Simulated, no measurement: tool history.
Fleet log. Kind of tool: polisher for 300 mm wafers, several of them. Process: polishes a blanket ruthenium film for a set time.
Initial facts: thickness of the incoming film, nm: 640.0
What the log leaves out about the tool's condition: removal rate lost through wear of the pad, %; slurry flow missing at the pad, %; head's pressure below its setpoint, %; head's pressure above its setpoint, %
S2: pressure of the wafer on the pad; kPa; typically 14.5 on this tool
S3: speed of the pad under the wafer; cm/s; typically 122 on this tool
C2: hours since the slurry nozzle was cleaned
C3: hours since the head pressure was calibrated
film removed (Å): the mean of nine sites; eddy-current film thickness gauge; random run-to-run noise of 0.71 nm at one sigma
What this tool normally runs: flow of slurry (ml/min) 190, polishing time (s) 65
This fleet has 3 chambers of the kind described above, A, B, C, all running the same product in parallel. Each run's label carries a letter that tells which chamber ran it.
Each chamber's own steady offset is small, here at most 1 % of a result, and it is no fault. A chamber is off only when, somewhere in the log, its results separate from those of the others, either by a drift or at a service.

Run 1B, day 0.150: usual settings; wafers polished on this pad 313; C2 29.4; C3 292.7. Result: film removed (Å) 983.45.
Run 2C, day 0.333: usual settings; wafers polished on this pad 327; C2 234.5; C3 241.7. Result: film removed (Å) 978.35.
Run 3A, day 0.496: usual settings; wafers polished on this pad 705; C2 25.8; C3 1285.9. Result: film removed (Å) 964.30.
Run 4C, day 0.625: usual settings; wafers polished on this pad 373; C2 241.5; C3 248.7. Result: film removed (Å) 967.21.
Run 5A, day 0.758: usual settings; wafers polished on this pad 746; C2 32.1; C3 1292.2. Result: film removed (Å) 961.01.
Run 6B, day 0.933: usual settings; wafers polished on this pad 436; C2 48.2; C3 311.5. Result: film removed (Å) 972.66.
Run 7C, day 1.092: usual settings; wafers polished on this pad 447; C2 252.7; C3 259.9. Result: film removed (Å) 973.71.
Run 8B, day 1.283: usual settings; wafers polished on this pad 492; C2 56.6; C3 319.9. Result: film removed (Å) 961.39.
Run 9A, day 1.404: usual settings; wafers polished on this pad 848; C2 47.6; C3 1307.7. Result: film removed (Å) 970.36.
Run 10B, day 1.529: usual settings; wafers polished on this pad 531; C2 62.5; C3 325.8. Result: film removed (Å) 975.46.
Run 11C, day 1.658: usual settings; wafers polished on this pad 536; C2 266.3; C3 273.5. Result: film removed (Å) 954.44.
Run 12A, day 1.771: usual settings; wafers polished on this pad 906; C2 56.4; C3 1316.5. Result: film removed (Å) 988.03.
Run 13C, day 1.958: usual settings; wafers polished on this pad 584; C2 273.5; C3 280.7. Result: film removed (Å) 964.32.
At day 2.083: chamber A: head pressure recalibrated.
Run 14A, day 2.096: usual settings; wafers polished on this pad 958; C2 64.2; C3 0.3. Result: film removed (Å) 990.98.
Run 15B, day 2.200: usual settings; wafers polished on this pad 637; C2 78.6; C3 341.9. Result: film removed (Å) 986.97.
Run 16C, day 2.358: usual settings; wafers polished on this pad 647; C2 283.1; C3 290.3. Result: film removed (Å) 967.24.
Run 17A, day 2.512: usual settings but polishing time (s) 48; wafers polished on this pad 1023; C2 74.2; C3 10.3. Result: film removed (Å) 718.22.
Run 18B, day 2.642: usual settings but polishing time (s) 48; wafers polished on this pad 706; C2 89.2; C3 352.5. Result: film removed (Å) 724.49.
At day 2.679: chamber C: slurry nozzle cleaned.
Run 19C, day 2.804: usual settings but polishing time (s) 48; wafers polished on this pad 717; C2 3.1; C3 301.0. Result: film removed (Å) 715.44.
Run 20B, day 2.954: usual settings; wafers polished on this pad 756; C2 96.7; C3 360.0. Result: film removed (Å) 985.91.
Run 21A, day 3.112: usual settings; wafers polished on this pad 1118; C2 88.6; C3 24.7. Result: film removed (Å) 970.65.
Run 22C, day 3.258: usual settings; wafers polished on this pad 789; C2 14.0; C3 311.9. Result: film removed (Å) 975.10.
Run 23A, day 3.417: usual settings; wafers polished on this pad 1166; C2 95.9; C3 32.0. Result: film removed (Å) 978.45.
Run 24B, day 3.558: usual settings; wafers polished on this pad 851; C2 111.2; C3 374.5. Result: film removed (Å) 998.75.
Run 25A, day 3.654: usual settings; wafers polished on this pad 1204; C2 101.6; C3 37.7. Result: film removed (Å) 974.07.
Run 26C, day 3.783: usual settings; wafers polished on this pad 872; C2 26.6; C3 324.5. Result: film removed (Å) 968.79.
Run 27B, day 3.908: usual settings; wafers polished on this pad 906; C2 119.6; C3 382.9. Result: film removed (Å) 1020.40.
Run 28C, day 4.062: usual settings; wafers polished on this pad 916; C2 33.3; C3 331.2. Result: film removed (Å) 966.01.
Run 29B, day 4.192: usual settings; wafers polished on this pad 951; C2 126.4; C3 389.7. Result: film removed (Å) 1017.40.
Run 30A, day 4.312: usual settings but S3 154 cm/s; wafers polished on this pad 1308; C2 117.4; C3 53.5. Result: film removed (Å) 1228.90.
Run 31A, day 4.404: usual settings but S3 154 cm/s; wafers polished on this pad 1322; C2 119.6; C3 55.7. Result: film removed (Å) 1238.40.
Run 32C, day 4.571: usual settings but S3 154 cm/s; wafers polished on this pad 996; C2 45.5; C3 343.4. Result: film removed (Å) 1208.60.
Run 33B, day 4.683: usual settings; wafers polished on this pad 1029; C2 138.2; C3 401.5. Result: film removed (Å) 1010.10.
Run 34B, day 4.854: usual settings; wafers polished on this pad 1056; C2 142.3; C3 405.6. Result: film removed (Å) 1011.40.
Run 35A, day 5.004: usual settings; wafers polished on this pad 1417; C2 134.0; C3 70.1. Result: film removed (Å) 973.58.
Run 36C, day 5.096: usual settings; wafers polished on this pad 1079; C2 58.1; C3 356.0. Result: film removed (Å) 966.98.
At day 5.242: chamber A: worn pad replaced by a new one.
Run 37C, day 5.283: usual settings; wafers polished on this pad 1109; C2 62.6; C3 360.5. Result: film removed (Å) 969.85.
Run 38A, day 5.446: usual settings; wafers polished on this pad 32; C2 144.6; C3 80.7. Result: film removed (Å) 985.70.
Run 39B, day 5.567: usual settings; wafers polished on this pad 1168; C2 159.4; C3 422.7. Result: film removed (Å) 1030.50.
Run 40A, day 5.692: usual settings; wafers polished on this pad 71; C2 150.5; C3 86.6. Result: film removed (Å) 966.26.
Run 41B, day 5.825: usual settings; wafers polished on this pad 1209; C2 165.6; C3 428.9. Result: film removed (Å) 1031.10.

Next, every chamber runs the same settings. What will each give?
Run 42A, day 5.962: usual settings but flow of slurry (ml/min) 165. Result: film removed (Å) ?.
Run 42B, day 5.962: usual settings but flow of slurry (ml/min) 165. Result: film removed (Å) ?.
Run 42C, day 5.962: usual settings but flow of slurry (ml/min) 165. Result: film removed (Å) ?.

run  film removed (Å)
42A            952.81
42B           1008.20
42C            941.24
